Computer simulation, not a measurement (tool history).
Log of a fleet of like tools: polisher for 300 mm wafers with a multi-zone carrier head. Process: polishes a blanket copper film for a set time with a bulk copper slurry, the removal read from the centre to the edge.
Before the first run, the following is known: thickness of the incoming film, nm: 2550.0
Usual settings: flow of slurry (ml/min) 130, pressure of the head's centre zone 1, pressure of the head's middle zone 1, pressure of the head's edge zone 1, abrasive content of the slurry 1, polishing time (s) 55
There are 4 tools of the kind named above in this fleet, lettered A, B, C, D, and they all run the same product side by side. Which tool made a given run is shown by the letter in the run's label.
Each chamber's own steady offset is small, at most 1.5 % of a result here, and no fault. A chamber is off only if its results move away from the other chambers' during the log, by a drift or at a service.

| run | hour | flow of slurry (ml/min) | pressure of the head's centre zone | pressure of the head's middle zone | pressure of the head's edge zone | abrasive content of the slurry | polishing time (s) | wafers polished on this pad | hours since the slurry nozzle was cleaned | hours since the centre zone pressure was calibrated | hours since the edge zone pressure was calibrated | film removed at the wafer's centre (Å) | film removed at mid-radius (Å) | film removed at the wafer's edge (Å) |
|---|---|---|---|---|---|---|---|---|---|---|---|---|---|---|
|  | 0.1 | chamber B: worn pad replaced by a new one |
|  | 3.3 | chamber C: worn pad replaced by a new one |
| 1B | 6.2 | 130 | 1 | 1 | 1 | 1 | 55 | 69 | 266.9 | 278 | 630.4 | 6807.1 | 6531.6 | 6557.1 |
| 2C | 13.3 | 130 | 1 | 1 | 1 | 1 | 55 | 112 | 140.8 | 1075.2 | 329.4 | 6669.5 | 6559 | 6744.9 |
| 3D | 19.9 | 130 | 1 | 1 | 1 | 1 | 55 | 1542 | 163.1 | 326 | 681.4 | 6649.4 | 6598.9 | 6678.3 |
|  | 21.9 | chamber D: worn pad replaced by a new one |
|  | 28.9 | chamber A: worn pad replaced by a new one |
| 4A | 31.7 | 130 | 1 | 1 | 1 | 1 | 55 | 32 | 477.3 | 455.7 | 286.5 | 6630.1 | 6655.3 | 6670.7 |
| 5B | 41.7 | 130 | 1 | 1 | 1 | 1 | 55 | 467 | 302.4 | 313.5 | 665.9 | 6701.4 | 6545.2 | 6497.5 |
| 6A | 49.8 | 130 | 1 | 1 | 1 | 1 | 55 | 235 | 495.4 | 473.8 | 304.6 | 6705.1 | 6646.4 | 6733.2 |
| 7D | 57.2 | 130 | 1 | 1 | 1 | 1 | 55 | 396 | 200.4 | 363.3 | 718.7 | 6765.7 | 6648.3 | 6575.8 |
|  | 58.4 | chamber A: centre zone pressure recalibrated |
|  | 64.5 | chamber C: worn pad replaced by a new one |
| 8C | 69 | 130 | 1 | 1 | 1 | 1 | 55 | 51 | 196.5 | 1130.9 | 385.1 | 6707.1 | 6609.8 | 6678.3 |
|  | 71.9 | chamber B: worn pad replaced by a new one |
| 9C | 78.4 | 130 | 1.08 | 1 | 1.08 | 1 | 55 | 156 | 205.9 | 1140.3 | 394.5 | 7378.2 | 6442.4 | 6966.2 |
| 10A | 86.8 | 130 | 1.08 | 1 | 1.08 | 1 | 55 | 651 | 532.4 | 28.5 | 341.6 | 7231.9 | 6714.4 | 7013 |
| 11B | 93.9 | 130 | 1.08 | 1 | 1.08 | 1 | 55 | 247 | 354.6 | 365.7 | 718.1 | 7296.7 | 6668.5 | 6906 |
|  | 100.7 | chamber A: worn pad replaced by a new one |
| 12D | 104 | 130 | 1.08 | 1 | 1.08 | 1 | 55 | 922 | 247.2 | 410.1 | 765.5 | 7213.7 | 6643.9 | 6894.6 |
|  | 114.4 | chamber C: centre zone pressure recalibrated |
| 13A | 115 | 130 | 1 | 1 | 0.9 | 1 | 63 | 161 | 560.6 | 56.7 | 369.8 | 7650.9 | 7605.9 | 7171.3 |
| 14D | 126.7 | 130 | 1 | 1 | 0.9 | 1 | 63 | 1177 | 269.9 | 432.8 | 788.2 | 7744.6 | 7583.6 | 7171.6 |
|  | 128.1 | chamber C: worn pad replaced by a new one |
|  | 129.6 | chamber B: worn pad replaced by a new one |
| 15C | 137.6 | 130 | 1 | 1 | 0.9 | 1 | 63 | 107 | 265.1 | 23.2 | 453.7 | 7229.9 | 7411.8 | 7237.5 |
|  | 141 | chamber D: worn pad replaced by a new one |
| 16B | 143.6 | 130 | 1 | 1 | 0.9 | 1 | 63 | 158 | 404.3 | 415.4 | 767.8 | 7657.9 | 7540.2 | 7020.8 |
| 17C | 153.8 | 130 | 1 | 1 | 1 | 1 | 55 | 289 | 281.3 | 39.4 | 469.9 | 6222.3 | 6501.4 | 6712.6 |
|  | 158 | chamber A: worn pad replaced by a new one |
|  | 158 | chamber D: centre zone pressure recalibrated |
| 18A | 162.6 | 130 | 1 | 1 | 1 | 1 | 55 | 52 | 608.2 | 104.3 | 417.4 | 6646.8 | 6558.9 | 6672.4 |
| 19D | 169.4 | 130 | 1 | 1 | 1 | 1 | 55 | 319 | 312.6 | 11.5 | 830.9 | 6654.3 | 6650.3 | 6737.8 |
| 20B | 177.6 | 130 | 1 | 1 | 1 | 1 | 55 | 540 | 438.3 | 449.4 | 801.8 | 6736.2 | 6606.6 | 6537.6 |
|  | 184.7 | chamber B: worn pad replaced by a new one |
|  | 187.1 | chamber C: worn pad replaced by a new one |
| 21B | 189 | 130 | 1 | 1 | 1 | 1 | 55 | 49 | 449.7 | 460.8 | 813.2 | 6674.7 | 6620.4 | 6701.8 |
| 22D | 200.7 | 130 | 1 | 1 | 1 | 1 | 55 | 671 | 343.9 | 42.8 | 862.2 | 6641.3 | 6768.7 | 6725.1 |
| 23A | 206.7 | 95 | 1 | 1 | 0.96 | 1 | 55 | 547 | 652.3 | 148.4 | 461.5 | 6017.2 | 6203.5 | 6049.9 |
| 24C | 218.2 | 95 | 1 | 1 | 0.96 | 1 | 55 | 349 | 345.7 | 103.8 | 534.3 | 5698.2 | 6064.6 | 6213.4 |
|  | 228.2 | chamber A: worn pad replaced by a new one |
| 25A | 230.6 | 95 | 1 | 1 | 0.96 | 1 | 55 | 27 | 676.2 | 172.3 | 485.4 | 6004.3 | 6197.1 | 6122.9 |
| 26D | 240 | 95 | 1 | 1 | 0.96 | 1 | 55 | 1112 | 383.2 | 82.1 | 901.5 | 6073.9 | 6215.7 | 6126.5 |
|  | 243.3 | chamber C: worn pad replaced by a new one |
| 27C | 251.7 | 130 | 1 | 1 | 1 | 1 | 55 | 95 | 379.2 | 137.3 | 567.8 | 6346.9 | 6703.8 | 6708.8 |
|  | 252.4 | chamber B: edge zone pressure recalibrated |
|  | 254.3 | chamber B: worn pad replaced by a new one |
| 28B | 263.8 | 130 | 1 | 1 | 1 | 1 | 55 | 107 | 524.5 | 535.6 | 11.4 | 6715.7 | 6639.4 | 6576.4 |
|  | 267.7 | chamber A: slurry nozzle cleaned |
| 29B | 274.1 | 115 | 1 | 1 | 0.95 | 1 | 55 | 223 | 534.8 | 545.9 | 21.7 | 6466.6 | 6605.5 | 6186.3 |
|  | 275.8 | chamber D: worn pad replaced by a new one |
| 30A | 286.9 | 115 | 1 | 1 | 0.95 | 1 | 55 | 659 | 19.3 | 228.6 | 541.7 | 6494.5 | 6539.8 | 6449.7 |
| 31D | 292.7 | 115 | 1 | 1 | 0.95 | 1 | 55 | 190 | 435.9 | 134.8 | 954.2 | 6418.5 | 6376.3 | 6472.3 |
| 32C | 299.2 | 115 | 1 | 1 | 0.95 | 1 | 55 | 628 | 426.7 | 184.8 | 615.3 | 6038 | 6427.9 | 6323.9 |
| 33B | 312.3 | 130 | 1 | 1 | 1 | 1 | 55 | 652 | 573 | 584.1 | 59.9 | 6668.6 | 6624.1 | 6674.6 |
| 34D | 323.3 | 130 | 1 | 1 | 1 | 1 | 55 | 533 | 466.5 | 165.4 | 984.8 | 6671.3 | 6600.3 | 6713.6 |

One chamber off, gauge drift, or nothing amiss beyond the chambers' own small offsets? If it is a chamber, which one, and what is the likeliest cause?

Chamber C has stood off from the others ever since a service on it.
Most likely cause: centre zone's pressure below its setpoint, % = 6.75.

Chamber C could run next with any of the 4 candidate recipes listed below; each alters the usual settings, and their results appear as question marks. Which one brings its results back in line with what the other chambers deliver on the usual settings?
A result is in line if it is within this distance of the other chambers' mean on the usual settings: film removed at the wafer's centre (Å) 140; film removed at mid-radius (Å) 230; film removed at the wafer's edge (Å) 210
| 35C-1 | 332.6 | 130 | 0.98 | 1 | 1.01 | 1 | 55 |  |  |  |  | ? | ? | ? |
| 35C-2 | 332.6 | 135 | 1.05 | 1 | 0.98 | 1 | 55 |  |  |  |  | ? | ? | ? |
| 35C-3 | 332.6 | 125 | 0.95 | 1 | 1.02 | 1 | 55 |  |  |  |  | ? | ? | ? |
| 35C-4 | 332.6 | 130 | 1.02 | 1 | 0.99 | 1 | 55 |  |  |  |  | ? | ? | ? |

Mean of the other chambers on the usual settings: film removed at the wafer's centre (Å) 6671.6; film removed at mid-radius (Å) 6646.3; film removed at the wafer's edge (Å) 6647.8
| run | film removed at the wafer's centre (Å) | film removed at mid-radius (Å) | film removed at the wafer's edge (Å) |
|---|---|---|---|
| 35C-1 | 6110.4 | 6585.7 | 6698.6 |
| 35C-2 | 6645.2 | 6636.4 | 6631.5 |
| 35C-3 | 5849.4 | 6530.2 | 6692.8 |
| 35C-4 | 6381.8 | 6584.6 | 6629 |
35C-2 brings the chamber back in line.

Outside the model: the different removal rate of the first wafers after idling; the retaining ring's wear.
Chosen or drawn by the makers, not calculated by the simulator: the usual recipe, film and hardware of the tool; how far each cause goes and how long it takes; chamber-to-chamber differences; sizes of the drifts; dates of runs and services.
